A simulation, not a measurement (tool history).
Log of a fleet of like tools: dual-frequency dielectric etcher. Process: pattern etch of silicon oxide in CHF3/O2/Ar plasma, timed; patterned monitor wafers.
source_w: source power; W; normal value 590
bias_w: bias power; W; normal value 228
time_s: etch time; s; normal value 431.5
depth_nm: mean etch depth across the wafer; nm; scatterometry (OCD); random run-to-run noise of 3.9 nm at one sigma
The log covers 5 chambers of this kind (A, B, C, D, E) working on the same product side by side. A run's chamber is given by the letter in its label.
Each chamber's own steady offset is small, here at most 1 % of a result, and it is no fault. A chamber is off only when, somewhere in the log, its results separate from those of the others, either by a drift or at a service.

run,hour,source_w,bias_w,time_s,hours since the last wet clean,hours since the last source power generator calibration,hours since the last bias power generator calibration,"read-back reference wafer on the same gauge, depth_nm",depth_nm
1E,5.9,590,228,431.5,231.9,2506.7,2841.6,997.39,913.58
2C,11.2,590,228,431.5,30.9,823.6,1555,997.56,921.34
3A,18.9,590,228,431.5,555.3,1771.3,1160.5,996.08,932.12
4D,24.3,590,228,431.5,253.1,1643.1,1265.7,998.53,913.55
5B,32.2,590,228,431.5,92.9,617.7,193.6,997.64,921.01
6E,39.2,590,228,431.5,265.2,2540,2874.9,996.98,915.7
7B,43.7,590,228,431.5,104.4,629.2,205.1,997.25,931.57
8D,50.9,590,228,431.5,279.7,1669.7,1292.3,996.06,912.79
9A,55.6,590,228,431.5,592,1808,1197.2,996.95,921.77
10C,60.5,700,228,431.5,80.2,872.9,1604.3,996.45,983
11C,64.2,700,228,431.5,83.9,876.6,1608,998.28,988.03
12B,71.4,700,228,431.5,132.1,656.9,232.8,997.3,988.99
13A,76.5,700,228,431.5,612.9,1828.9,1218.1,996.81,996.96
14E,82.2,700,228,431.5,308.2,2583,2917.9,998.56,978.7
15D,86,590,253,431.5,314.8,1704.8,1327.4,996.77,946.86
16E,92.6,590,253,431.5,318.6,2593.4,2928.3,997.42,954.52
17D,97.2,590,253,431.5,326,1716,1338.6,995.4,948.24
# hour 102.8: chamber A: wet clean of the chamber
18C,105.8,590,253,431.5,125.5,918.2,1649.6,996.25,962.29
# hour 106.5: chamber E: wet clean of the chamber
19A,110.7,590,253,431.5,7.9,1863.1,1252.3,996.66,959.09
20B,118,590,228,431.5,178.7,703.5,279.4,996.17,929.71
21A,125.1,590,228,431.5,22.3,1877.5,1266.7,996.76,930.04
22E,132.9,640,228,431.5,26.5,2633.7,2968.6,998.26,921.63
23C,136.6,640,228,431.5,156.3,949,1680.4,997.46,958.82
24D,142.4,640,228,431.5,371.2,1761.2,1383.8,996.4,939.81
25B,149.3,640,228,431.5,210,734.8,310.7,997.51,960.12
# hour 151.4: chamber D: wet clean of the chamber
26A,156.9,640,228,431.5,54.1,1909.3,1298.5,996.51,955.99
27B,160.7,590,228,431.5,221.4,746.2,322.1,996.95,930.31
28E,168.5,590,228,431.5,62.1,2669.3,3004.2,996.85,896.24
29C,174.3,590,228,431.5,194,986.7,1718.1,997.19,927.16
30D,178.1,590,228,431.5,26.7,1796.9,1419.5,996.76,911.27
31A,185.2,590,228,431.5,82.4,1937.6,1326.8,997.62,918.94
32B,193.8,590,228,431.5,254.5,779.3,355.2,997.49,924.39
33D,198.8,590,228,431.5,47.4,1817.6,1440.2,996.69,914.54
34E,204.8,590,228,385.5,98.4,2705.6,3040.5,996.69,801.37
35C,212.4,590,228,385.5,232.1,1024.8,1756.2,996.93,822.21
36B,219.6,590,228,385.5,280.3,805.1,381,996.7,831.39
37C,227,590,228,385.5,246.7,1039.4,1770.8,997.28,825.17
38A,233.9,590,228,385.5,131.1,1986.3,1375.5,996.75,831.57
39E,240.4,590,228,431.5,134,2741.2,3076.1,998.02,894.63
40D,245,590,228,431.5,93.6,1863.8,1486.4,997.14,907.67
41C,253,590,228,431.5,272.7,1065.4,1796.8,996.49,925.95

One chamber off, gauge drift, or nothing amiss beyond the chambers' own small offsets? If it is a chamber, which one, and what is the likeliest cause?

A service left chamber E off against the others.
Most likely cause: etch rate under this chamber's usual, % = 2.69.

Here are 4 candidates for chamber E's next run, each the usual settings with a change, their results left as question marks. Which one brings its results back in line with what the others give on the usual settings?
To be in line, a result may differ from the other chambers' mean on the usual settings by at most: depth_nm 14 nm
42E-1,259.2,700,228,431.5,,,,,?
42E-2,259.2,560,219,431.5,,,,,?
42E-3,259.2,590,229,443,,,,,?
42E-4,259.2,580,225,407,,,,,?

Mean of the other chambers on the usual settings: depth_nm 923.15 nm
run,depth_nm
42E-1,953.46
42E-2,865.13
42E-3,919.92
42E-4,834.62
With 42E-3, the chamber falls back in line with the rest.
